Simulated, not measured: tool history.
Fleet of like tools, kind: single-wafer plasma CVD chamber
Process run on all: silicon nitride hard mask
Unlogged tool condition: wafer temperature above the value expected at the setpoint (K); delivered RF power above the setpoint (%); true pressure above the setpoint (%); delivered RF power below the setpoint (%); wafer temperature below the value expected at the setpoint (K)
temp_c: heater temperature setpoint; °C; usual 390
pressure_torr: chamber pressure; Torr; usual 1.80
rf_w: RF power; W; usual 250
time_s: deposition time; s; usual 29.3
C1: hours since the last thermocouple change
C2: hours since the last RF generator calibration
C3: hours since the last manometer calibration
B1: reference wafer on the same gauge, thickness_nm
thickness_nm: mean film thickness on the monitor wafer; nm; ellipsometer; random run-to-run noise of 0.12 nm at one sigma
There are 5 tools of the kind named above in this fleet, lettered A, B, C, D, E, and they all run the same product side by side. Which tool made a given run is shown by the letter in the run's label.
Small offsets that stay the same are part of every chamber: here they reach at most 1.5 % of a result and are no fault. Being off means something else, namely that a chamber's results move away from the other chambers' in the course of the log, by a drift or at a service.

run 1D day=0.162 | temp_c=390 pressure_torr=1.80 rf_w=250 time_s=29.3 | C1=709.1 C2=939.1 C3=1107.5 | B1=32.911 | thickness_nm=31.006
run 2B day=0.358 | temp_c=390 pressure_torr=1.80 rf_w=250 time_s=29.3 | C1=750.2 C2=384.1 C3=152.4 | B1=32.930 | thickness_nm=30.929
run 3C day=0.675 | temp_c=390 pressure_torr=1.80 rf_w=250 time_s=29.3 | C1=362.6 C2=1565.6 C3=400.2 | B1=32.881 | thickness_nm=30.986
run 4E day=0.904 | temp_c=390 pressure_torr=1.80 rf_w=250 time_s=29.3 | C1=1039.1 C2=736.8 C3=620.4 | B1=32.865 | thickness_nm=31.384
run 5A day=1.071 | temp_c=390 pressure_torr=1.80 rf_w=250 time_s=29.3 | C1=384.6 C2=647.5 C3=69.4 | B1=32.913 | thickness_nm=31.126
run 6C day=1.267 | temp_c=390 pressure_torr=1.80 rf_w=250 time_s=29.3 | C1=376.8 C2=1579.8 C3=414.4 | B1=32.914 | thickness_nm=30.983
run 7A day=1.467 | temp_c=390 pressure_torr=1.80 rf_w=250 time_s=29.3 | C1=394.1 C2=657.0 C3=78.9 | B1=32.924 | thickness_nm=31.016
run 8E day=1.762 | temp_c=390 pressure_torr=1.80 rf_w=220 time_s=29.3 | C1=1059.7 C2=757.4 C3=641.0 | B1=32.914 | thickness_nm=28.803
run 9D day=2.000 | temp_c=390 pressure_torr=1.80 rf_w=220 time_s=29.3 | C1=753.2 C2=983.2 C3=1151.6 | B1=32.892 | thickness_nm=28.085
run 10B day=2.179 | temp_c=390 pressure_torr=1.80 rf_w=220 time_s=29.3 | C1=793.9 C2=427.8 C3=196.1 | B1=32.868 | thickness_nm=28.197
run 11D day=2.408 | temp_c=390 pressure_torr=1.80 rf_w=220 time_s=29.3 | C1=763.0 C2=993.0 C3=1161.4 | B1=32.909 | thickness_nm=28.263
run 12E day=2.700 | temp_c=390 pressure_torr=1.80 rf_w=220 time_s=29.3 | C1=1082.2 C2=779.9 C3=663.5 | B1=32.920 | thickness_nm=28.835
run 13A day=2.983 | temp_c=390 pressure_torr=1.80 rf_w=250 time_s=29.3 | C1=430.5 C2=693.4 C3=115.3 | B1=32.902 | thickness_nm=31.098
run 14B day=3.192 | temp_c=390 pressure_torr=1.80 rf_w=250 time_s=29.3 | C1=818.2 C2=452.1 C3=220.4 | B1=32.896 | thickness_nm=30.943
run 15C day=3.496 | temp_c=390 pressure_torr=1.55 rf_w=250 time_s=29.3 | C1=430.3 C2=1633.3 C3=467.9 | B1=32.908 | thickness_nm=29.787
run 16A day=3.654 | temp_c=390 pressure_torr=1.55 rf_w=250 time_s=29.3 | C1=446.6 C2=709.5 C3=131.4 | B1=32.906 | thickness_nm=29.781
run 17C day=3.921 | temp_c=390 pressure_torr=1.55 rf_w=250 time_s=29.3 | C1=440.5 C2=1643.5 C3=478.1 | B1=32.887 | thickness_nm=29.810
run 18D day=4.150 | temp_c=390 pressure_torr=1.55 rf_w=250 time_s=29.3 | C1=804.8 C2=1034.8 C3=1203.2 | B1=32.900 | thickness_nm=29.768
run 19B day=4.371 | temp_c=390 pressure_torr=1.55 rf_w=250 time_s=29.3 | C1=846.5 C2=480.4 C3=248.7 | B1=32.895 | thickness_nm=29.494
run 20E day=4.675 | temp_c=390 pressure_torr=1.80 rf_w=250 time_s=29.3 | C1=1129.6 C2=827.3 C3=710.9 | B1=32.931 | thickness_nm=31.376
run 21D day=4.867 | temp_c=390 pressure_torr=1.80 rf_w=250 time_s=29.3 | C1=822.0 C2=1052.0 C3=1220.4 | B1=32.898 | thickness_nm=31.125
run 22C day=5.167 | temp_c=390 pressure_torr=1.80 rf_w=250 time_s=29.3 | C1=470.4 C2=1673.4 C3=508.0 | B1=32.930 | thickness_nm=31.054
run 23E day=5.346 | temp_c=390 pressure_torr=1.80 rf_w=250 time_s=29.3 | C1=1145.7 C2=843.4 C3=727.0 | B1=32.870 | thickness_nm=31.390
run 24A day=5.533 | temp_c=390 pressure_torr=1.80 rf_w=250 time_s=29.3 | C1=491.7 C2=754.6 C3=176.5 | B1=32.901 | thickness_nm=31.078
run 25B day=5.846 | temp_c=390 pressure_torr=1.80 rf_w=250 time_s=29.3 | C1=881.9 C2=515.8 C3=284.1 | B1=32.889 | thickness_nm=30.932
run 26D day=6.171 | temp_c=390 pressure_torr=1.80 rf_w=250 time_s=29.3 | C1=853.3 C2=1083.3 C3=1251.7 | B1=32.905 | thickness_nm=30.883
run 27C day=6.488 | temp_c=390 pressure_torr=1.80 rf_w=250 time_s=25.1 | C1=502.1 C2=1705.1 C3=539.7 | B1=32.878 | thickness_nm=26.524
run 28B day=6.762 | temp_c=390 pressure_torr=1.80 rf_w=250 time_s=25.1 | C1=903.9 C2=537.8 C3=306.1 | B1=32.911 | thickness_nm=26.507
run 29A day=6.967 | temp_c=390 pressure_torr=1.80 rf_w=250 time_s=25.1 | C1=526.1 C2=789.0 C3=210.9 | B1=32.952 | thickness_nm=26.649
run 30E day=7.221 | temp_c=390 pressure_torr=1.80 rf_w=250 time_s=25.1 | C1=1190.7 C2=888.4 C3=772.0 | B1=32.885 | thickness_nm=26.821

Does one chamber stand apart from the rest, does the shared gauge drift, or is all well apart from small per-chamber offsets? Give the chamber and the most likely cause, where there is one.

No chamber is off and the gauge is stable; the differences are just each chamber's small, constant offset.
